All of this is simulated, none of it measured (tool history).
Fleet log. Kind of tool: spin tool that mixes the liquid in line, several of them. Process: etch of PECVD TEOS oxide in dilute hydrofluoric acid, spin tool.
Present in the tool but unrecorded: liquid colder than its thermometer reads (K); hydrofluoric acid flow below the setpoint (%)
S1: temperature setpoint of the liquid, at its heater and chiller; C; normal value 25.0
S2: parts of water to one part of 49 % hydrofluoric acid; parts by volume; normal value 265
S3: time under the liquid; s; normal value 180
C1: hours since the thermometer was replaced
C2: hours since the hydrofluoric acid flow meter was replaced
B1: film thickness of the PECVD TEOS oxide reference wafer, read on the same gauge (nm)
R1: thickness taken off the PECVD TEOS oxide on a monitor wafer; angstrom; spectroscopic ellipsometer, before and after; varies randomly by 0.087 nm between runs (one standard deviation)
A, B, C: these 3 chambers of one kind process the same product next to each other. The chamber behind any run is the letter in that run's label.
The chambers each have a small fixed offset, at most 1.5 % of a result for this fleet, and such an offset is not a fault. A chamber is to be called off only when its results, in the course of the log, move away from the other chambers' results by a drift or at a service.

run 1C day=0.221 | S1=25.0 S2=265 S3=180 | C1=106.8 C2=232.8 | B1=30.006 | R1=138.870
run 2A day=0.379 | S1=25.0 S2=265 S3=180 | C1=2006.4 C2=722.6 | B1=30.019 | R1=135.570
run 3B day=0.650 | S1=25.0 S2=265 S3=180 | C1=891.2 C2=655.4 | B1=29.984 | R1=134.980
run 4C day=0.933 | S1=25.0 S2=265 S3=180 | C1=123.9 C2=249.9 | B1=29.957 | R1=138.590
run 5B day=1.183 | S1=25.0 S2=265 S3=180 | C1=904.0 C2=668.2 | B1=29.996 | R1=136.350
-- day=1.242 chamber B: hydrofluoric acid flow meter replaced
run 6A day=1.450 | S1=25.0 S2=265 S3=180 | C1=2032.1 C2=748.3 | B1=30.042 | R1=138.220
run 7A day=1.667 | S1=25.0 S2=265 S3=180 | C1=2037.3 C2=753.5 | B1=29.992 | R1=137.240
run 8C day=1.833 | S1=25.0 S2=265 S3=180 | C1=145.5 C2=271.5 | B1=30.002 | R1=136.030
run 9B day=2.117 | S1=25.0 S2=265 S3=180 | C1=926.4 C2=21.0 | B1=30.028 | R1=135.190
run 10C day=2.312 | S1=25.0 S2=265 S3=180 | C1=157.0 C2=283.0 | B1=30.022 | R1=137.730
-- day=2.583 chamber A: hydrofluoric acid flow meter replaced
run 11B day=2.604 | S1=25.0 S2=265 S3=180 | C1=938.1 C2=32.7 | B1=30.000 | R1=135.110
run 12A day=2.833 | S1=25.0 S2=265 S3=180 | C1=2065.3 C2=6.0 | B1=29.983 | R1=135.800
run 13A day=3.021 | S1=25.0 S2=265 S3=180 | C1=2069.8 C2=10.5 | B1=29.991 | R1=137.170
run 14C day=3.175 | S1=25.0 S2=265 S3=180 | C1=177.7 C2=303.7 | B1=30.004 | R1=137.090
run 15B day=3.404 | S1=25.0 S2=265 S3=180 | C1=957.3 C2=51.9 | B1=29.997 | R1=134.940
run 16C day=3.621 | S1=25.0 S2=265 S3=180 | C1=188.4 C2=314.4 | B1=29.975 | R1=138.230
run 17B day=3.946 | S1=25.0 S2=265 S3=180 | C1=970.3 C2=64.9 | B1=30.021 | R1=136.320
run 18A day=4.254 | S1=25.0 S2=265 S3=180 | C1=2099.4 C2=40.1 | B1=29.997 | R1=135.490
run 19B day=4.496 | S1=25.0 S2=265 S3=180 | C1=983.5 C2=78.1 | B1=30.001 | R1=134.680
run 20A day=4.700 | S1=25.0 S2=265 S3=180 | C1=2110.1 C2=50.8 | B1=30.041 | R1=136.850
run 21C day=4.954 | S1=25.0 S2=265 S3=180 | C1=220.4 C2=346.4 | B1=30.021 | R1=136.120
run 22A day=5.246 | S1=25.0 S2=265 S3=180 | C1=2123.2 C2=63.9 | B1=30.007 | R1=138.050
run 23B day=5.500 | S1=25.0 S2=265 S3=180 | C1=1007.6 C2=102.2 | B1=30.010 | R1=134.180
run 24C day=5.825 | S1=27.5 S2=265 S3=280 | C1=241.3 C2=367.3 | B1=30.000 | R1=232.770
run 25A day=6.062 | S1=27.5 S2=265 S3=280 | C1=2142.8 C2=83.5 | B1=30.037 | R1=230.810
run 26C day=6.229 | S1=27.5 S2=265 S3=280 | C1=251.0 C2=377.0 | B1=29.975 | R1=235.630
run 27B day=6.521 | S1=25.0 S2=265 S3=180 | C1=1032.1 C2=126.7 | B1=29.980 | R1=135.400
run 28C day=6.688 | S1=25.0 S2=265 S3=180 | C1=262.0 C2=388.0 | B1=30.017 | R1=136.570
run 29B day=7.012 | S1=25.0 S2=265 S3=180 | C1=1043.9 C2=138.5 | B1=30.024 | R1=134.480
run 30A day=7.217 | S1=25.0 S2=265 S3=180 | C1=2170.5 C2=111.2 | B1=29.994 | R1=137.330
run 31C day=7.379 | S1=25.0 S2=265 S3=85 | C1=278.6 C2=404.6 | B1=29.990 | R1=65.670
run 32B day=7.575 | S1=25.0 S2=265 S3=85 | C1=1057.4 C2=152.0 | B1=29.977 | R1=64.095
run 33A day=7.908 | S1=25.0 S2=265 S3=85 | C1=2187.1 C2=127.8 | B1=29.982 | R1=64.691
run 34B day=8.133 | S1=25.0 S2=265 S3=180 | C1=1070.8 C2=165.4 | B1=29.946 | R1=134.570

Each of the 3 chambers runs these same settings next. Fill in every chamber's results:
run 35A day=8.388 | S1=25.0 S2=265 S3=180 | R1=?
run 35B day=8.388 | S1=25.0 S2=265 S3=180 | R1=?
run 35C day=8.388 | S1=25.0 S2=265 S3=180 | R1=?

run=35A R1=136.820
run=35B R1=132.930
run=35C R1=137.250
